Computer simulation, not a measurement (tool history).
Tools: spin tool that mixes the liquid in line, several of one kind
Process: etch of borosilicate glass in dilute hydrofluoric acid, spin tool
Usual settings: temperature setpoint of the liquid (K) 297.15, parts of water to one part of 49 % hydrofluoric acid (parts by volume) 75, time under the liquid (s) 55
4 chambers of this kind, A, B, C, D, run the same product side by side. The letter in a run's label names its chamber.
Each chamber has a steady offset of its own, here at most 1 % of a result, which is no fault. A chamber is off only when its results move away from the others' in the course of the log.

| run | hour | temperature setpoint of the liquid (K) | parts of water to one part of 49 % hydrofluoric acid (parts by volume) | time under the liquid (s) | hours since the thermometer was replaced | hours since the hydrofluoric acid flow meter was replaced | read-back film thickness of the borosilicate glass reference wafer, read on the same gauge (nm) | thickness taken off the borosilicate glass on a monitor wafer (angstrom) |
|---|---|---|---|---|---|---|---|---|
| 1C | 4.5 | 297.15 | 75 | 55 | 923.2 | 216.7 | 130.04 | 141.31 |
| 2A | 11.5 | 297.15 | 75 | 55 | 201.4 | 949.2 | 130.02 | 142.13 |
| 3B | 16.9 | 297.15 | 75 | 55 | 258.1 | 451.4 | 130.00 | 139.66 |
| 4D | 22.5 | 297.15 | 75 | 55 | 477.0 | 974.3 | 129.99 | 141.44 |
| 5C | 29.1 | 297.15 | 75 | 55 | 947.8 | 241.3 | 130.01 | 140.20 |
| 6D | 34.2 | 297.15 | 50 | 55 | 488.7 | 986.0 | 130.01 | 219.56 |
| 7B | 39.9 | 297.15 | 50 | 55 | 281.1 | 474.4 | 130.03 | 223.00 |
| 8A | 44.5 | 297.15 | 50 | 55 | 234.4 | 982.2 | 130.02 | 220.05 |
| 9A | 48.8 | 297.15 | 50 | 55 | 238.7 | 986.5 | 129.96 | 219.77 |
| 10D | 52.3 | 297.15 | 75 | 55 | 506.8 | 1004.1 | 130.01 | 142.12 |
| 11B | 58.4 | 297.15 | 75 | 55 | 299.6 | 492.9 | 130.00 | 143.90 |
| 12C | 61.9 | 297.15 | 75 | 55 | 980.6 | 274.1 | 129.96 | 140.46 |
| 13A | 69.2 | 297.15 | 75 | 55 | 259.1 | 1006.9 | 130.01 | 142.12 |
| 14B | 74.1 | 297.15 | 75 | 55 | 315.3 | 508.6 | 130.01 | 143.92 |
| 15C | 79.5 | 297.15 | 75 | 55 | 998.2 | 291.7 | 130.04 | 139.49 |
| 16D | 84.4 | 297.15 | 75 | 55 | 538.9 | 1036.2 | 130.04 | 142.04 |
| 17D | 90.2 | 297.15 | 75 | 55 | 544.7 | 1042.0 | 129.97 | 140.96 |
| 18C | 94.4 | 297.15 | 75 | 55 | 1013.1 | 306.6 | 130.01 | 139.74 |
| 19B | 100.6 | 297.15 | 50 | 35 | 341.8 | 535.1 | 130.02 | 144.70 |
| 20A | 107.7 | 297.15 | 50 | 35 | 297.6 | 1045.4 | 130.03 | 139.59 |
| 21B | 112.3 | 297.15 | 50 | 35 | 353.5 | 546.8 | 130.01 | 145.46 |
| 22D | 118.3 | 297.15 | 50 | 35 | 572.8 | 1070.1 | 130.00 | 137.85 |
| 23C | 122.0 | 297.15 | 75 | 55 | 1040.7 | 334.2 | 130.03 | 139.98 |
| 24A | 129.4 | 297.15 | 75 | 55 | 319.3 | 1067.1 | 130.00 | 141.80 |
| 25A | 134.3 | 293.15 | 75 | 55 | 324.2 | 1072.0 | 129.98 | 120.27 |
| 26B | 141.7 | 293.15 | 75 | 55 | 382.9 | 576.2 | 130.01 | 126.18 |
| 27D | 148.1 | 293.15 | 75 | 55 | 602.6 | 1099.9 | 130.04 | 121.11 |
| 28C | 151.8 | 293.15 | 75 | 55 | 1070.5 | 364.0 | 129.98 | 119.20 |
| 29B | 156.0 | 297.15 | 75 | 55 | 397.2 | 590.5 | 129.96 | 147.81 |

Is one chamber off against the others, does the gauge drift, or is nothing wrong? If a chamber is off, say which, and what the likeliest cause is.

Chamber B drifts away from the others.
Cause: hydrofluoric acid flow above the setpoint (%) = 5.08.
The log may not tell that from: liquid hotter than its thermometer reads (K).

Here are 4 candidates for chamber B's next run, each the usual settings with a change, their results left as question marks. Which one brings its results back in line with what the others give on the usual settings?
In line means no further than this from the other chambers' mean on the usual settings: thickness taken off the borosilicate glass on a monitor wafer (angstrom) 2.80
| 30B-1 | 161.4 | 296.65 | 75 | 50 |  |  |  | ? |
| 30B-2 | 161.4 | 295.65 | 75 | 55 |  |  |  | ? |
| 30B-3 | 161.4 | 298.65 | 75 | 55 |  |  |  | ? |
| 30B-4 | 161.4 | 297.65 | 75 | 60 |  |  |  | ? |

The other chambers' mean on the usual settings: thickness taken off the borosilicate glass on a monitor wafer (angstrom) 141.28
| run | thickness taken off the borosilicate glass on a monitor wafer (angstrom) |
|---|---|
| 30B-1 | 133.43 |
| 30B-2 | 140.96 |
| 30B-3 | 158.90 |
| 30B-4 | 166.59 |
30B-2 brings the chamber back in line.
